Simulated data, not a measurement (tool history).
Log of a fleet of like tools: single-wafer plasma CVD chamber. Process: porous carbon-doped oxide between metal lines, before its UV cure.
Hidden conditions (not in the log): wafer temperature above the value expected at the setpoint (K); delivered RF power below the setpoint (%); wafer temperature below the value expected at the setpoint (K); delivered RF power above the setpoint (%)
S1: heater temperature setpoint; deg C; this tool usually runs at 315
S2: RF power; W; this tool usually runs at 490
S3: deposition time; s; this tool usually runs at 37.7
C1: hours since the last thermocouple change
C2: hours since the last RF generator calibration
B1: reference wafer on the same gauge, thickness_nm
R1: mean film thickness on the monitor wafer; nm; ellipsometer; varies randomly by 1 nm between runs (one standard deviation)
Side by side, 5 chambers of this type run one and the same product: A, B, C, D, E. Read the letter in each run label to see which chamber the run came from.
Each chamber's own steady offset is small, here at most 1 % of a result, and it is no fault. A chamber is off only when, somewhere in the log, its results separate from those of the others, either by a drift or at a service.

run 1D hour=6.2 | S1=315 S2=490 S3=37.7 | C1=1563.5 C2=299.0 | B1=182.83 | R1=184.41
run 2B hour=17.2 | S1=315 S2=490 S3=37.7 | C1=1509.3 C2=811.6 | B1=182.97 | R1=185.49
run 3A hour=24.7 | S1=315 S2=490 S3=37.7 | C1=740.8 C2=388.0 | B1=182.99 | R1=182.73
run 4C hour=36.0 | S1=315 S2=490 S3=37.7 | C1=440.2 C2=214.7 | B1=183.08 | R1=181.80
run 5E hour=46.9 | S1=315 S2=490 S3=37.7 | C1=823.5 C2=255.8 | B1=182.97 | R1=185.32
run 6B hour=54.3 | S1=315 S2=445 S3=43.1 | C1=1546.4 C2=848.7 | B1=183.20 | R1=196.05
run 7D hour=64.9 | S1=315 S2=445 S3=43.1 | C1=1622.2 C2=357.7 | B1=182.90 | R1=197.01
run 8C hour=76.3 | S1=315 S2=445 S3=43.1 | C1=480.5 C2=255.0 | B1=183.13 | R1=191.81
run 9A hour=88.6 | S1=315 S2=445 S3=43.1 | C1=804.7 C2=451.9 | B1=183.09 | R1=195.08
run 10E hour=97.8 | S1=315 S2=445 S3=43.1 | C1=874.4 C2=306.7 | B1=182.94 | R1=195.41
-- hour=98.9 chamber B: thermocouple changed; heater temperature recalibrated
run 11B hour=109.6 | S1=301 S2=410 S3=37.7 | C1=10.8 C2=904.0 | B1=183.00 | R1=175.31
run 12E hour=119.1 | S1=301 S2=410 S3=37.7 | C1=895.7 C2=328.0 | B1=182.89 | R1=175.71
run 13A hour=126.5 | S1=301 S2=410 S3=37.7 | C1=842.6 C2=489.8 | B1=183.09 | R1=173.85
run 14D hour=137.9 | S1=301 S2=410 S3=37.7 | C1=1695.2 C2=430.7 | B1=183.10 | R1=172.59
run 15C hour=148.8 | S1=301 S2=410 S3=37.7 | C1=553.0 C2=327.5 | B1=183.03 | R1=173.24
run 16D hour=158.1 | S1=315 S2=490 S3=37.7 | C1=1715.4 C2=450.9 | B1=182.87 | R1=185.79
run 17C hour=168.4 | S1=315 S2=490 S3=37.7 | C1=572.6 C2=347.1 | B1=182.78 | R1=182.50
run 18E hour=177.5 | S1=315 S2=490 S3=37.7 | C1=954.1 C2=386.4 | B1=183.29 | R1=184.49
run 19B hour=189.3 | S1=315 S2=490 S3=37.7 | C1=90.5 C2=983.7 | B1=183.32 | R1=185.23
run 20A hour=199.4 | S1=315 S2=490 S3=37.7 | C1=915.5 C2=562.7 | B1=183.19 | R1=184.18
run 21A hour=208.5 | S1=315 S2=490 S3=37.7 | C1=924.6 C2=571.8 | B1=182.89 | R1=182.30
run 22E hour=219.9 | S1=315 S2=490 S3=37.7 | C1=996.5 C2=428.8 | B1=182.62 | R1=183.20
run 23C hour=233.5 | S1=315 S2=490 S3=37.7 | C1=637.7 C2=412.2 | B1=183.14 | R1=182.22
run 24B hour=246.7 | S1=315 S2=490 S3=37.7 | C1=147.9 C2=1041.1 | B1=183.18 | R1=185.57
run 25D hour=255.2 | S1=315 S2=490 S3=37.7 | C1=1812.5 C2=548.0 | B1=182.96 | R1=185.01
run 26E hour=261.7 | S1=315 S2=490 S3=37.7 | C1=1038.3 C2=470.6 | B1=182.73 | R1=182.93
run 27D hour=273.2 | S1=315 S2=490 S3=37.7 | C1=1830.5 C2=566.0 | B1=182.80 | R1=184.59
run 28C hour=279.7 | S1=315 S2=490 S3=37.7 | C1=683.9 C2=458.4 | B1=182.84 | R1=181.25
run 29A hour=289.3 | S1=315 S2=490 S3=37.7 | C1=1005.4 C2=652.6 | B1=183.14 | R1=182.43
run 30B hour=301.2 | S1=315 S2=490 S3=37.7 | C1=202.4 C2=1095.6 | B1=183.10 | R1=183.53
run 31D hour=315.2 | S1=315 S2=490 S3=37.7 | C1=1872.5 C2=608.0 | B1=182.89 | R1=184.96
run 32E hour=324.4 | S1=315 S2=490 S3=37.7 | C1=1101.0 C2=533.3 | B1=182.84 | R1=183.70
run 33C hour=335.9 | S1=315 S2=490 S3=37.7 | C1=740.1 C2=514.6 | B1=182.62 | R1=183.28
run 34A hour=342.5 | S1=315 S2=490 S3=37.7 | C1=1058.6 C2=705.8 | B1=182.98 | R1=181.31
run 35B hour=352.3 | S1=315 S2=490 S3=37.7 | C1=253.5 C2=1146.7 | B1=182.84 | R1=182.56
run 36C hour=365.8 | S1=315 S2=490 S3=37.7 | C1=770.0 C2=544.5 | B1=182.90 | R1=181.30
run 37D hour=374.6 | S1=315 S2=490 S3=37.7 | C1=1931.9 C2=667.4 | B1=183.09 | R1=184.25

Is one chamber out of step, is the gauge drifting, or do the chambers differ by no more than their own small offsets? For an off chamber, give its letter and the likeliest cause.

The fleet is healthy, with each chamber sitting at its usual small offset and no drift in the gauge.
